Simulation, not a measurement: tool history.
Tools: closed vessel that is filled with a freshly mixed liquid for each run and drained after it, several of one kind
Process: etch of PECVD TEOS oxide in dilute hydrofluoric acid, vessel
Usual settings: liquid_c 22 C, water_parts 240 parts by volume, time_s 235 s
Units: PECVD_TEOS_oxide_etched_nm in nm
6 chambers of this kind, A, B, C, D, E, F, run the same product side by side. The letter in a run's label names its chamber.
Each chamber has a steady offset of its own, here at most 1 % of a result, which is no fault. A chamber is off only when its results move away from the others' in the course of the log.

run,hour,liquid_c,water_parts,time_s,hours since the thermometer was replaced,hours since the hydrofluoric acid flow meter was replaced,"read-back film thickness of the PECVD TEOS oxide reference wafer, read on the same gauge (nm)",PECVD_TEOS_oxide_etched_nm
1B,5.9,22,240,235,291.1,625.7,139.99,7.195
2A,10.8,22,240,235,974.4,1636.9,140,7.1338
3F,15.8,22,240,235,1058.7,221.3,139.99,7.2157
4E,21.7,22,240,235,318.5,695.7,140,7.2956
5D,25.8,22,240,235,1078.3,1552.2,139.97,7.2514
6C,29.7,22,240,235,2316.4,873.2,140,7.237
7C,32.7,22,240,235,2319.4,876.2,139.98,7.2494
8D,35.8,17,240,235,1088.3,1562.2,139.98,5.9591
9E,39,17,240,235,335.8,713,139.99,6.0422
10F,44.3,17,240,235,1087.2,249.8,139.98,6.0114
11B,47.5,17,240,235,332.7,667.3,140.02,5.8698
12A,53.2,17,240,235,1016.8,1679.3,139.99,5.8366
13E,56.6,17,240,235,353.4,730.6,139.98,5.9617
14B,60.2,22,240,235,345.4,680,140.03,7.0519
15D,65.4,22,240,235,1117.9,1591.8,139.99,7.2834
16A,71,22,240,235,1034.6,1697.1,140.01,7.0601
17F,76.1,22,240,235,1119,281.6,140.01,7.3893
18C,81.1,19.5,240,135,2367.8,924.6,140,3.7726
19A,87.2,19.5,240,135,1050.8,1713.3,140,3.738
20C,90.3,19.5,240,135,2377,933.8,139.96,3.7632
21B,94.5,19.5,240,135,379.7,714.3,140.02,3.6566
# hour 97.2: chamber D: hydrofluoric acid flow meter replaced
22D,100.1,19.5,240,135,1152.6,3,139.98,3.8244
23E,104.8,19.5,240,135,401.6,778.8,140.02,3.7918
24F,108.1,22,240,235,1151,313.6,140.01,7.3079
25B,111.2,22,240,235,396.4,731,139.97,7.0015
26A,114.7,22,240,235,1078.3,1740.8,140.01,7.0849
27F,118.3,22,240,235,1161.2,323.8,140,7.2467
28E,124,22,240,235,420.8,798,140,7.2767
29C,128.3,22,125,120,2415,971.8,140.02,7.946
30D,132.9,22,125,120,1185.4,35.8,140,7.8973
31C,136,22,125,120,2422.7,979.5,140.01,7.9575
32E,140.3,22,125,120,437.1,814.3,139.97,7.914
33A,144.8,22,125,120,1108.4,1770.9,140.01,7.8433
34B,147.8,22,125,120,433,767.6,140.03,7.4937
35D,153.1,22,240,235,1205.6,56,140.02,7.2341
36F,156.4,22,240,235,1199.3,361.9,140,7.217
37F,160.2,22,240,235,1203.1,365.7,140,7.2465
38D,162.9,18,240,335,1215.4,65.8,140.01,8.8462
39C,166.4,18,240,335,2453.1,1009.9,139.99,8.7705
40A,172.4,18,240,335,1136,1798.5,140.02,8.7305
41B,178.2,18,240,335,463.4,798,139.96,8.3831
42E,180.8,18,240,335,477.6,854.8,139.99,8.9071
# hour 184.9: chamber D: thermometer replaced
43D,186,18,240,335,1.1,88.9,139.95,8.9069

All 6 chambers run these settings next. Forecast each chamber's results:
44A,190.3,22,240,235,,,,?
44B,190.3,22,240,235,,,,?
44C,190.3,22,240,235,,,,?
44D,190.3,22,240,235,,,,?
44E,190.3,22,240,235,,,,?
44F,190.3,22,240,235,,,,?

run,PECVD_TEOS_oxide_etched_nm
44A,7.0989
44B,6.6124
44C,7.184
44D,7.2657
44E,7.3243
44F,7.3448
